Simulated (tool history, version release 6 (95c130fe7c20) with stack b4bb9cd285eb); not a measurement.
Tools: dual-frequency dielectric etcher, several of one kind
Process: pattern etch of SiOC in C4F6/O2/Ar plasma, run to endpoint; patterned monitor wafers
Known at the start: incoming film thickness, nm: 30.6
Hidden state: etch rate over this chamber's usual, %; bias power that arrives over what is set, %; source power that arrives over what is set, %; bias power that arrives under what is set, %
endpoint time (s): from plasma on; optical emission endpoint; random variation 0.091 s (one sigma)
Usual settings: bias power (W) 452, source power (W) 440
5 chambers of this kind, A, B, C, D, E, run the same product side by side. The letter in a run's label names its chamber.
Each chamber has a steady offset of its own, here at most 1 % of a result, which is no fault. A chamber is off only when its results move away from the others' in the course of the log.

run,hour,bias power (W),source power (W),hours since the last wet clean,hours since the last bias power generator calibration,hours since the last source power generator calibration,endpoint time (s)
1E,9.5,452,440,30.3,1550.7,1566.8,10.314
# hour 11.9: chamber B: wet clean of the chamber
2A,18,452,440,78.8,119.3,3111.6,10.2
3B,24.8,452,440,13,2058,358.9,10.445
4D,29.6,452,440,225.4,1475.8,45.8,10.289
5C,34.4,452,440,409.9,846.3,2524.1,10.381
6D,42.3,452,440,238.1,1488.5,58.5,10.343
7E,46.9,452,440,67.7,1588.1,1604.2,10.285
8B,55.2,452,440,43.4,2088.4,389.3,10.309
9C,64.2,452,440,439.7,876.1,2553.9,10.267
10A,73,452,440,133.8,174.3,3166.6,10.38
11A,83,346,440,143.8,184.3,3176.6,11.421
12C,89,346,440,464.5,900.9,2578.7,11.311
13D,97.3,346,440,293.1,1543.5,113.5,11.235
14B,103.6,346,440,91.8,2136.8,437.7,11.249
15E,112.8,346,440,133.6,1654,1670.1,11.245
16B,122.4,452,440,110.6,2155.6,456.5,10.135
17A,128.2,452,440,189,229.5,3221.8,10.3
18C,132.9,452,440,508.4,944.8,2622.6,10.232
19E,139,452,440,159.8,1680.2,1696.3,10.434
20D,144.2,452,440,340,1590.4,160.4,10.216
21A,149.3,452,440,210.1,250.6,3242.9,10.287
22D,156.5,452,440,352.3,1602.7,172.7,10.238
23B,164.4,452,440,152.6,2197.6,498.5,10.345
24C,174.2,523,480,549.7,986.1,2663.9,9.4426
25E,183.5,523,480,204.3,1724.7,1740.8,9.4038
26B,191.3,523,480,179.5,2224.5,525.4,9.5413
27E,200.9,523,480,221.7,1742.1,1758.2,9.517
28C,211.3,523,480,586.8,1023.2,2701,9.4234
29A,218.8,452,440,279.6,320.1,3312.4,10.153
# hour 221.9: chamber D: wet clean of the chamber
30D,223.6,452,440,1.7,1669.8,239.8,10.421
31D,230.9,452,440,9,1677.1,247.1,10.42
32B,239.8,452,440,228,2273,573.9,10.249
33C,246,452,440,621.5,1057.9,2735.7,10.278

Next, every chamber runs the same settings. What will each give?
34A,253.5,452,440,,,,?
34B,253.5,452,440,,,,?
34C,253.5,452,440,,,,?
34D,253.5,452,440,,,,?
34E,253.5,452,440,,,,?

run,endpoint time (s)
34A,10.233
34B,10.455
34C,10.26
34D,10.113
34E,10.185
